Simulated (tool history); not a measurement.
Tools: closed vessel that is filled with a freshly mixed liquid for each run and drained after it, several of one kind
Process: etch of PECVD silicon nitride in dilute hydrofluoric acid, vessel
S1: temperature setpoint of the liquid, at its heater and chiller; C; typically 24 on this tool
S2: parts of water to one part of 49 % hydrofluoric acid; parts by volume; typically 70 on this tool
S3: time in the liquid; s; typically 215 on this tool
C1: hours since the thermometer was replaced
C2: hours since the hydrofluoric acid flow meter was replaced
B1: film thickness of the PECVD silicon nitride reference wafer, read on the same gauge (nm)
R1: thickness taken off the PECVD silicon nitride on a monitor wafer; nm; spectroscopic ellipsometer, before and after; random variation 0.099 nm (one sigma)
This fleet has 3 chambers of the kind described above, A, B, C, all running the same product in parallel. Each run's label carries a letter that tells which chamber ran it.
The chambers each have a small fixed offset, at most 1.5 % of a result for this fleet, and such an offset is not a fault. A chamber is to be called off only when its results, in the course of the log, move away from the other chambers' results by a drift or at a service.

run 1A hour=8.7 | S1=24 S2=70 S3=215 | C1=716.4 C2=183.9 | B1=69.974 | R1=10.271
-- hour=10.9 chamber C: thermometer replaced
run 2B hour=19 | S1=24 S2=70 S3=215 | C1=1361.9 C2=1641.4 | B1=69.987 | R1=10.237
run 3C hour=25.5 | S1=24 S2=70 S3=215 | C1=14.7 C2=556.3 | B1=69.995 | R1=10.194
run 4A hour=35.6 | S1=24 S2=70 S3=215 | C1=743.3 C2=210.8 | B1=70.029 | R1=10.198
run 5B hour=46.3 | S1=24 S2=70 S3=215 | C1=1389.2 C2=1668.7 | B1=70.007 | R1=10.407
run 6C hour=54.5 | S1=24 S2=70 S3=215 | C1=43.7 C2=585.3 | B1=69.991 | R1=10.128
run 7A hour=61.4 | S1=24 S2=70 S3=215 | C1=769.1 C2=236.6 | B1=70.007 | R1=10.26
run 8C hour=66.6 | S1=24 S2=70 S3=215 | C1=55.8 C2=597.4 | B1=70.016 | R1=10.188
run 9B hour=76.3 | S1=24 S2=70 S3=215 | C1=1419.2 C2=1698.7 | B1=70.002 | R1=10.346
run 10B hour=85.8 | S1=24 S2=70 S3=215 | C1=1428.7 C2=1708.2 | B1=69.976 | R1=10.227
run 11A hour=94.4 | S1=20 S2=70 S3=215 | C1=802.1 C2=269.6 | B1=69.987 | R1=7.773
run 12C hour=102.3 | S1=20 S2=70 S3=215 | C1=91.5 C2=633.1 | B1=70.018 | R1=7.894
run 13C hour=110.4 | S1=20 S2=70 S3=215 | C1=99.6 C2=641.2 | B1=69.998 | R1=7.7845
run 14A hour=115.7 | S1=24 S2=70 S3=215 | C1=823.4 C2=290.9 | B1=69.995 | R1=10.304
run 15B hour=121.8 | S1=24 S2=70 S3=215 | C1=1464.7 C2=1744.2 | B1=69.994 | R1=10.442
run 16B hour=130.3 | S1=24 S2=70 S3=215 | C1=1473.2 C2=1752.7 | B1=70.009 | R1=10.417
run 17A hour=138.4 | S1=24 S2=70 S3=215 | C1=846.1 C2=313.6 | B1=69.995 | R1=10.41
run 18C hour=147.6 | S1=24 S2=70 S3=215 | C1=136.8 C2=678.4 | B1=70.023 | R1=10.162
run 19A hour=155.2 | S1=24 S2=70 S3=215 | C1=862.9 C2=330.4 | B1=69.992 | R1=10.355
run 20C hour=165.5 | S1=24 S2=70 S3=215 | C1=154.7 C2=696.3 | B1=69.99 | R1=10.327
run 21B hour=175.7 | S1=24 S2=70 S3=215 | C1=1518.6 C2=1798.1 | B1=70.005 | R1=10.314
run 22A hour=183.2 | S1=24 S2=70 S3=215 | C1=890.9 C2=358.4 | B1=70.018 | R1=10.309
run 23B hour=193.6 | S1=24 S2=70 S3=215 | C1=1536.5 C2=1816 | B1=70.014 | R1=10.446
run 24C hour=204.1 | S1=24 S2=70 S3=215 | C1=193.3 C2=734.9 | B1=70.027 | R1=10.328
run 25B hour=210.1 | S1=24 S2=70 S3=215 | C1=1553 C2=1832.5 | B1=69.988 | R1=10.283
run 26A hour=218.4 | S1=26.5 S2=70 S3=165 | C1=926.1 C2=393.6 | B1=70.003 | R1=9.2058
run 27C hour=227.4 | S1=26.5 S2=70 S3=165 | C1=216.6 C2=758.2 | B1=69.997 | R1=9.3169
run 28B hour=236.3 | S1=26.5 S2=70 S3=165 | C1=1579.2 C2=1858.7 | B1=69.988 | R1=9.3519
run 29C hour=242.4 | S1=24 S2=70 S3=215 | C1=231.6 C2=773.2 | B1=70.018 | R1=10.122
run 30A hour=247.9 | S1=24 S2=70 S3=215 | C1=955.6 C2=423.1 | B1=69.979 | R1=10.057
run 31B hour=256.4 | S1=24 S2=70 S3=215 | C1=1599.3 C2=1878.8 | B1=70.02 | R1=10.123
run 32A hour=266.5 | S1=24 S2=70 S3=215 | C1=974.2 C2=441.7 | B1=69.985 | R1=9.9666
run 33C hour=272 | S1=24 S2=70 S3=215 | C1=261.2 C2=802.8 | B1=70.014 | R1=10.208
run 34A hour=282.8 | S1=24 S2=70 S3=215 | C1=990.5 C2=458 | B1=69.987 | R1=10.346

Read the log: is a single chamber off, either drifting away or since a service, is the gauge that measures every chamber drifting, or is nothing wrong beyond small per-chamber offsets? Name any odd chamber and what most likely caused it.

All chambers stay in line apart from their small fixed offsets, and the gauge does not drift.
